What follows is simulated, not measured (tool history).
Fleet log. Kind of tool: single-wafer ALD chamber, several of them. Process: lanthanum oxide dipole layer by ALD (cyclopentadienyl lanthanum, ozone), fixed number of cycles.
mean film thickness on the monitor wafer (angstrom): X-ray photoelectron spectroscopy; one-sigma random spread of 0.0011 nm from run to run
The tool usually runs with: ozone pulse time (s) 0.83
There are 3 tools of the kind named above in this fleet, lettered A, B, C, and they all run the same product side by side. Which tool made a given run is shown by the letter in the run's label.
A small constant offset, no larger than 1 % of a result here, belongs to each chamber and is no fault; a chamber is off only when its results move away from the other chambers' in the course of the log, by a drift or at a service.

run    day  ozone pulse time (s)  hours since the last thermocouple change  hours since the last ozone generator service  read-back reference wafer on the same gauge, thickness_nm  mean film thickness on the monitor wafer (angstrom)
 1A  0.217                  0.83                                    1984.0                                         660.1                                                    0.47881                                               4.6691
 2C  0.388                  0.83                                     363.5                                         285.5                                                    0.47891                                               4.7011
 3B  0.575                  0.83                                    1506.0                                         361.9                                                    0.47916                                               4.6898
 4C  0.758                  0.83                                     372.4                                         294.4                                                    0.47856                                               4.7033
 5B  0.933                  0.83                                    1514.6                                         370.5                                                    0.47901                                               4.7024
 6A  1.083                  0.83                                    2004.8                                         680.9                                                    0.47901                                               4.6650
 7A  1.292                  0.83                                    2009.8                                         685.9                                                    0.47936                                               4.6485
 8C  1.433                  0.83                                     388.6                                         310.6                                                    0.47881                                               4.7005
 9B  1.562                  1.11                                    1529.7                                         385.6                                                    0.47916                                               5.1840
10B  1.688                  1.11                                    1532.7                                         388.6                                                    0.47895                                               5.1937
11C  1.833                  1.11                                     398.2                                         320.2                                                    0.47879                                               5.1712
12A  2.021                  1.06                                    2027.3                                         703.4                                                    0.47888                                               5.0522
13B  2.200                  1.06                                    1545.0                                         400.9                                                    0.47908                                               5.1330
14C  2.346                  1.06                                     410.5                                         332.5                                                    0.47878                                               5.1183
15A  2.558                  0.83                                    2040.2                                         716.3                                                    0.47905                                               4.6307
16A  2.696                  0.83                                    2043.5                                         719.6                                                    0.47915                                               4.6084
17C  2.938                  0.83                                     424.7                                         346.7                                                    0.47906                                               4.6831
18B  3.083                  0.83                                    1566.2                                         422.1                                                    0.47886                                               4.7021
19B  3.304                  0.83                                    1571.5                                         427.4                                                    0.47870                                               4.7150
20C  3.500                  1.03                                     438.2                                         360.2                                                    0.47882                                               5.0555
21A  3.708                  1.03                                    2067.8                                         743.9                                                    0.47862                                               4.9692
22C  3.962                  1.03                                     449.3                                         371.3                                                    0.47893                                               5.0355
23A  4.100                  0.83                                    2077.2                                         753.3                                                    0.47929                                               4.6099
24B  4.354                  0.52                                    1596.7                                         452.6                                                    0.47919                                               3.7930
25C  4.558                  0.52                                     463.6                                         385.6                                                    0.47926                                               3.7592

One chamber off, gauge drift, or nothing amiss beyond the chambers' own small offsets? If it is a chamber, which one, and what is the likeliest cause?

It is chamber A that slowly wanders off from its peers.
What lies behind it: ozone dose below that of a generator just serviced (%) = 4.29.

Chamber A could run next with any of the 4 candidate recipes listed below; each alters the usual settings, and their results appear as question marks. Which one brings its results back in line with what the other chambers deliver on the usual settings?
A result is in line if it is within this distance of the other chambers' mean on the usual settings: mean film thickness on the monitor wafer (angstrom) 0.0400
26A-1  4.746                  0.76                                                                                                                                                                                                       ?
26A-2  4.746                  0.91                                                                                                                                                                                                       ?
26A-3  4.746                  0.87                                                                                                                                                                                                       ?
26A-4  4.746                  0.79                                                                                                                                                                                                       ?

Usual-settings mean across the other chambers: mean film thickness on the monitor wafer (angstrom) 4.6984
  run  mean film thickness on the monitor wafer (angstrom)
26A-1                                               4.4353
26A-2                                               4.7619
26A-3                                               4.6835
26A-4                                               4.5081
26A-3 is the one that brings the chamber's results back in line with the other chambers.
